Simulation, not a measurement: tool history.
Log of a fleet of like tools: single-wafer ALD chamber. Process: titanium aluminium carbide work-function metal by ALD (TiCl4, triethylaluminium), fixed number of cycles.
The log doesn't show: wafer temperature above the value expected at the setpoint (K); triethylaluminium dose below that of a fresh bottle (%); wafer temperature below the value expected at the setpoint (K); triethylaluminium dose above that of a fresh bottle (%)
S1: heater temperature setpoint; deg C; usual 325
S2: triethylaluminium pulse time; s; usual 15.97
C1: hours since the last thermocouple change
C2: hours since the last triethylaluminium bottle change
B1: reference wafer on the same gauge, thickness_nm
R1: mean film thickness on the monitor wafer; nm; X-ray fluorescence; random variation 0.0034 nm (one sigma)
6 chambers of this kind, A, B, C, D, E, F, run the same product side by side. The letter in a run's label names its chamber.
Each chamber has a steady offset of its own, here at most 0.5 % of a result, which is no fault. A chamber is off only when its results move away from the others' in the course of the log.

-- hour=10 chamber F: triethylaluminium bottle replaced
run 1A hour=10.9 | S1=325 S2=15.97 | C1=1128.4 C2=224.3 | B1=2.2398 | R1=2.2898
run 2C hour=21 | S1=325 S2=15.97 | C1=1074.4 C2=331 | B1=2.2389 | R1=2.2682
-- hour=23.9 chamber D: thermocouple changed; heater temperature recalibrated
run 3F hour=31.7 | S1=325 S2=15.97 | C1=2058.2 C2=21.8 | B1=2.2392 | R1=2.2931
run 4B hour=43.9 | S1=325 S2=15.97 | C1=597.3 C2=71.9 | B1=2.238 | R1=2.2847
run 5D hour=50.4 | S1=335 S2=11.08 | C1=26.5 C2=797.7 | B1=2.2391 | R1=2.3416
run 6E hour=64.2 | S1=335 S2=11.08 | C1=742.5 C2=105.4 | B1=2.238 | R1=2.3286
run 7D hour=78.5 | S1=335 S2=11.08 | C1=54.6 C2=825.8 | B1=2.2369 | R1=2.3381
run 8B hour=85.8 | S1=335 S2=11.08 | C1=639.2 C2=113.8 | B1=2.236 | R1=2.3318
run 9F hour=97.9 | S1=335 S2=11.08 | C1=2124.4 C2=88 | B1=2.2366 | R1=2.3407
run 10E hour=110.6 | S1=335 S2=11.08 | C1=788.9 C2=151.8 | B1=2.2359 | R1=2.3361
run 11C hour=118.3 | S1=325 S2=15.97 | C1=1171.7 C2=428.3 | B1=2.2362 | R1=2.2623
run 12A hour=126.6 | S1=325 S2=15.97 | C1=1244.1 C2=340 | B1=2.2355 | R1=2.2839
run 13F hour=134.8 | S1=325 S2=15.97 | C1=2161.3 C2=124.9 | B1=2.2363 | R1=2.2942
run 14A hour=141.1 | S1=325 S2=15.97 | C1=1258.6 C2=354.5 | B1=2.2354 | R1=2.2873
run 15C hour=151.8 | S1=325 S2=15.97 | C1=1205.2 C2=461.8 | B1=2.2345 | R1=2.2672
run 16E hour=165.3 | S1=311 S2=15.97 | C1=843.6 C2=206.5 | B1=2.2351 | R1=2.1524
run 17B hour=176.5 | S1=311 S2=15.97 | C1=729.9 C2=204.5 | B1=2.2335 | R1=2.1603
run 18D hour=190.5 | S1=311 S2=15.97 | C1=166.6 C2=937.8 | B1=2.2339 | R1=2.1479
run 19E hour=203.3 | S1=311 S2=15.97 | C1=881.6 C2=244.5 | B1=2.2331 | R1=2.1505
run 20D hour=214.5 | S1=311 S2=15.97 | C1=190.6 C2=961.8 | B1=2.2322 | R1=2.1539
run 21A hour=221 | S1=311 S2=15.97 | C1=1338.5 C2=434.4 | B1=2.2319 | R1=2.1519
run 22B hour=229.3 | S1=325 S2=15.97 | C1=782.7 C2=257.3 | B1=2.2322 | R1=2.279
run 23F hour=238.1 | S1=314 S2=18.89 | C1=2264.6 C2=228.2 | B1=2.2314 | R1=2.1879
run 24C hour=245.7 | S1=314 S2=18.89 | C1=1299.1 C2=555.7 | B1=2.2312 | R1=2.1642
run 25F hour=252.8 | S1=314 S2=18.89 | C1=2279.3 C2=242.9 | B1=2.2317 | R1=2.192
run 26C hour=266.3 | S1=314 S2=18.89 | C1=1319.7 C2=576.3 | B1=2.231 | R1=2.167
run 27A hour=275.1 | S1=314 S2=18.89 | C1=1392.6 C2=488.5 | B1=2.2307 | R1=2.1848
run 28D hour=287.1 | S1=314 S2=18.89 | C1=263.2 C2=1034.4 | B1=2.2307 | R1=2.1819
run 29E hour=293.6 | S1=325 S2=15.97 | C1=971.9 C2=334.8 | B1=2.2299 | R1=2.2797
run 30B hour=307.2 | S1=325 S2=15.97 | C1=860.6 C2=335.2 | B1=2.2289 | R1=2.2808
run 31E hour=314.8 | S1=339 S2=11.93 | C1=993.1 C2=356 | B1=2.2291 | R1=2.3731
run 32C hour=326.2 | S1=339 S2=11.93 | C1=1379.6 C2=636.2 | B1=2.2288 | R1=2.3624
run 33D hour=338.8 | S1=339 S2=11.93 | C1=314.9 C2=1086.1 | B1=2.2279 | R1=2.3764
run 34F hour=349 | S1=339 S2=11.93 | C1=2375.5 C2=339.1 | B1=2.228 | R1=2.3871
run 35A hour=357.5 | S1=339 S2=11.93 | C1=1475 C2=570.9 | B1=2.2271 | R1=2.3771
run 36B hour=366.7 | S1=339 S2=11.93 | C1=920.1 C2=394.7 | B1=2.2271 | R1=2.3677
run 37F hour=375.5 | S1=325 S2=15.97 | C1=2402 C2=365.6 | B1=2.2267 | R1=2.2834
run 38A hour=388.4 | S1=325 S2=15.97 | C1=1505.9 C2=601.8 | B1=2.2265 | R1=2.2711

Next, every chamber runs the same settings. What will each give?
run 39A hour=398.6 | S1=325 S2=15.97 | R1=?
run 39B hour=398.6 | S1=325 S2=15.97 | R1=?
run 39C hour=398.6 | S1=325 S2=15.97 | R1=?
run 39D hour=398.6 | S1=325 S2=15.97 | R1=?
run 39E hour=398.6 | S1=325 S2=15.97 | R1=?
run 39F hour=398.6 | S1=325 S2=15.97 | R1=?

run=39A R1=2.2759
run=39B R1=2.2774
run=39C R1=2.2644
run=39D R1=2.2778
run=39E R1=2.2779
run=39F R1=2.2803

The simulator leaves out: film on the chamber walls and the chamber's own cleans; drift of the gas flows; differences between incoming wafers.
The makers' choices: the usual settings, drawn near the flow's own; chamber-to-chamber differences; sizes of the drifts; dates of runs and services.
